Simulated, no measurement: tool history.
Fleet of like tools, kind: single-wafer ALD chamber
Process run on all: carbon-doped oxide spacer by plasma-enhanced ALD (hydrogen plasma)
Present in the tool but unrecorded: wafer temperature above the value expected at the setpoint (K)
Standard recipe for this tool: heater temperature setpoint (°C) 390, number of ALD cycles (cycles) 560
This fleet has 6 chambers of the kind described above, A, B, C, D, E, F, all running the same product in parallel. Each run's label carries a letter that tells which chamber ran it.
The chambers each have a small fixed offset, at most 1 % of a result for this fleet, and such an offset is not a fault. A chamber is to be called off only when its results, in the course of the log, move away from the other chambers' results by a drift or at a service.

| run | hour | heater temperature setpoint (°C) | number of ALD cycles (cycles) | hours since the last thermocouple change | read-back reference wafer on the same gauge, thickness_nm | mean film thickness on the monitor wafer (Å) |
|---|---|---|---|---|---|---|
| 1D | 8.5 | 390 | 560 | 289.8 | 25.503 | 282.25 |
| 2B | 16.1 | 390 | 560 | 1918.7 | 25.515 | 279.33 |
| 3C | 24.7 | 390 | 560 | 2612.3 | 25.510 | 279.48 |
| 4E | 32.5 | 390 | 560 | 2261.9 | 25.514 | 279.17 |
| 5A | 42.0 | 390 | 560 | 1520.2 | 25.514 | 282.03 |
| 6F | 48.5 | 390 | 560 | 932.5 | 25.536 | 278.92 |
| 7D | 57.9 | 390 | 560 | 339.2 | 25.530 | 282.42 |
| 8C | 64.5 | 390 | 560 | 2652.1 | 25.517 | 279.36 |
| 9A | 73.9 | 390 | 560 | 1552.1 | 25.532 | 282.38 |
| 10B | 85.1 | 390 | 560 | 1987.7 | 25.542 | 279.66 |
| 11F | 95.1 | 386 | 480 | 979.1 | 25.532 | 239.67 |
| 12E | 103.6 | 386 | 480 | 2333.0 | 25.550 | 239.50 |
| 13F | 110.0 | 386 | 480 | 994.0 | 25.552 | 239.60 |
| 14E | 116.7 | 386 | 480 | 2346.1 | 25.564 | 239.89 |
| 15B | 126.4 | 386 | 480 | 2029.0 | 25.552 | 240.02 |
| 16D | 132.5 | 386 | 480 | 413.8 | 25.568 | 241.99 |
| 17A | 143.3 | 390 | 560 | 1621.5 | 25.560 | 281.88 |
| 18C | 150.7 | 390 | 560 | 2738.3 | 25.575 | 280.80 |
| 19D | 159.9 | 390 | 560 | 441.2 | 25.574 | 282.14 |
|  | 160.5 | chamber A: thermocouple changed; heater temperature recalibrated |
| 20E | 165.9 | 390 | 560 | 2395.3 | 25.578 | 280.08 |
| 21A | 172.2 | 390 | 560 | 11.7 | 25.570 | 282.56 |
| 22C | 182.5 | 390 | 560 | 2770.1 | 25.591 | 280.55 |
| 23B | 193.9 | 390 | 560 | 2096.5 | 25.588 | 279.87 |
| 24F | 203.8 | 390 | 560 | 1087.8 | 25.590 | 280.12 |
| 25D | 214.6 | 390 | 560 | 495.9 | 25.595 | 282.33 |
| 26E | 224.4 | 390 | 560 | 2453.8 | 25.600 | 280.37 |
| 27F | 235.1 | 390 | 560 | 1119.1 | 25.606 | 279.71 |
| 28B | 242.8 | 390 | 560 | 2145.4 | 25.605 | 280.65 |
| 29A | 252.2 | 390 | 560 | 91.7 | 25.607 | 282.93 |
| 30C | 263.9 | 385 | 628 | 2851.5 | 25.624 | 314.56 |
| 31C | 271.9 | 385 | 628 | 2859.5 | 25.608 | 315.13 |
| 32D | 281.6 | 385 | 628 | 562.9 | 25.625 | 318.09 |
| 33F | 291.0 | 385 | 628 | 1175.0 | 25.632 | 314.54 |
| 34B | 296.9 | 385 | 628 | 2199.5 | 25.631 | 313.45 |
| 35A | 308.2 | 385 | 628 | 147.7 | 25.647 | 317.95 |
|  | 308.3 | chamber F: thermocouple changed; heater temperature recalibrated |
| 36E | 318.0 | 390 | 560 | 2547.4 | 25.629 | 280.69 |
| 37D | 323.8 | 382 | 560 | 605.1 | 25.649 | 283.88 |
| 38F | 332.3 | 382 | 560 | 24.0 | 25.646 | 280.03 |

Which is it: a chamber that has drifted or been left off by a service, a gauge drift common to all chambers, or only each chamber's usual small offset? If a chamber is off, name it and its likeliest cause.

The gauge drifts, so all chambers seem to drift together. No chamber is off.
Cause: gauge reads high (%) = 0.602.
